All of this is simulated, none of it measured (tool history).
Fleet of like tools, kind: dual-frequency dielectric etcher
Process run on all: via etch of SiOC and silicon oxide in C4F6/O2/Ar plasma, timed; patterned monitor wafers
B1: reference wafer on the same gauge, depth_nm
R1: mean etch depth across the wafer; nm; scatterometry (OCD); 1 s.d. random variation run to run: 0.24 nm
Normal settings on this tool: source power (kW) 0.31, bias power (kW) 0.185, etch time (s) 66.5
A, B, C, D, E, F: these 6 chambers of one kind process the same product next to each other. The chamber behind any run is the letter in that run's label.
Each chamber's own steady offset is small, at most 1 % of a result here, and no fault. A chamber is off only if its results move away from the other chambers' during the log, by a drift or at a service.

Run 1C, day 0.367: usual settings; B1 81.805. Result: R1 68.88 nm.
Run 2F, day 0.933: usual settings; B1 81.856. Result: R1 69.187 nm.
Run 3A, day 1.446: usual settings; B1 81.985. Result: R1 68.986 nm.
Run 4E, day 2.05: usual settings; B1 81.907. Result: R1 69.399 nm.
Run 5D, day 2.554: usual settings; B1 81.992. Result: R1 68.604 nm.
Run 6B, day 2.904: usual settings; B1 81.852. Result: R1 68.457 nm.
Run 7A, day 3.262: usual settings; B1 81.963. Result: R1 68.72 nm.
Run 8E, day 3.625: usual settings; B1 81.844. Result: R1 69.087 nm.
Run 9F, day 3.925: usual settings; B1 81.872. Result: R1 68.667 nm.
Run 10B, day 4.204: usual settings; B1 81.998. Result: R1 68.372 nm.
Run 11D, day 4.529: usual settings; B1 81.807. Result: R1 68.832 nm.
Run 12C, day 5.133: usual settings; B1 81.893. Result: R1 68.674 nm.
Run 13D, day 5.692: usual settings; B1 81.873. Result: R1 68.454 nm.
Run 14C, day 6.212: usual settings but bias power (kW) 0.216, etch time (s) 78; B1 81.826. Result: R1 84.569 nm.
At day 6.354: chamber F: wet clean of the chamber.
Run 15F, day 6.525: usual settings but bias power (kW) 0.216, etch time (s) 78; B1 81.882. Result: R1 85.538 nm.
Run 16B, day 7.104: usual settings but bias power (kW) 0.216, etch time (s) 78; B1 81.966. Result: R1 84.375 nm.
Run 17A, day 7.425: usual settings but bias power (kW) 0.216, etch time (s) 78; B1 81.919. Result: R1 84.924 nm.
Run 18E, day 7.712: usual settings but bias power (kW) 0.216, etch time (s) 78; B1 81.936. Result: R1 85.828 nm.
Run 19D, day 8.05: usual settings but bias power (kW) 0.216, etch time (s) 78; B1 81.932. Result: R1 84.299 nm.
At day 8.162: chamber A: bias power generator calibrated.
At day 8.221: chamber A: wet clean of the chamber.
Run 20C, day 8.554: usual settings; B1 81.833. Result: R1 69.113 nm.
Run 21B, day 9.121: usual settings; B1 81.928. Result: R1 68.139 nm.
At day 9.3: chamber D: wet clean of the chamber.
At day 9.4: chamber B: wet clean of the chamber.
Run 22F, day 9.546: usual settings but etch time (s) 60; B1 81.924. Result: R1 61.749 nm.
At day 9.612: chamber E: wet clean of the chamber.
Run 23E, day 9.921: usual settings but etch time (s) 60; B1 81.957. Result: R1 62.355 nm.
Run 24A, day 10.392: usual settings but etch time (s) 60; B1 81.936. Result: R1 62.313 nm.
Run 25F, day 10.983: usual settings but etch time (s) 60; B1 82. Result: R1 61.955 nm.
Run 26D, day 11.554: usual settings but etch time (s) 60; B1 81.893. Result: R1 62.049 nm.
Run 27C, day 11.825: usual settings but etch time (s) 60; B1 81.899. Result: R1 62.161 nm.
Run 28A, day 12.188: usual settings; B1 81.921. Result: R1 68.83 nm.
Run 29E, day 12.567: usual settings but source power (kW) 0.27, bias power (kW) 0.211; B1 81.913. Result: R1 68.918 nm.
Run 30B, day 12.846: usual settings but source power (kW) 0.27, bias power (kW) 0.211; B1 81.898. Result: R1 67.894 nm.
Run 31A, day 13.138: usual settings but source power (kW) 0.27, bias power (kW) 0.211; B1 81.852. Result: R1 68.254 nm.
Run 32B, day 13.467: usual settings but source power (kW) 0.27, bias power (kW) 0.211; B1 81.951. Result: R1 67.745 nm.
Run 33D, day 14.042: usual settings but source power (kW) 0.27, bias power (kW) 0.211; B1 81.92. Result: R1 68.422 nm.
At day 14.142: chamber E: source power generator calibrated.
Run 34F, day 14.35: usual settings but source power (kW) 0.27, bias power (kW) 0.211; B1 81.853. Result: R1 68.604 nm.
Run 35C, day 14.729: usual settings; B1 81.941. Result: R1 68.736 nm.
Run 36E, day 15.321: usual settings; B1 81.904. Result: R1 69.008 nm.
Run 37F, day 15.762: usual settings; B1 81.944. Result: R1 68.395 nm.
Run 38A, day 16.312: usual settings; B1 81.92. Result: R1 68.978 nm.
Run 39E, day 16.883: usual settings; B1 81.883. Result: R1 68.96 nm.
Run 40B, day 17.508: usual settings but source power (kW) 0.28, bias power (kW) 0.205; B1 81.932. Result: R1 67.739 nm.
Run 41D, day 17.846: usual settings but source power (kW) 0.28, bias power (kW) 0.205; B1 81.915. Result: R1 68.256 nm.
Run 42C, day 18.225: usual settings but source power (kW) 0.28, bias power (kW) 0.205; B1 81.963. Result: R1 68.051 nm.
Run 43C, day 18.65: usual settings but source power (kW) 0.28, bias power (kW) 0.205; B1 81.927. Result: R1 68.181 nm.

Is one chamber off against the others, does the gauge drift, or is nothing wrong? If a chamber is off, say which, and what the likeliest cause is.

No chamber stands off beyond its own small offset, and the gauge holds steady.
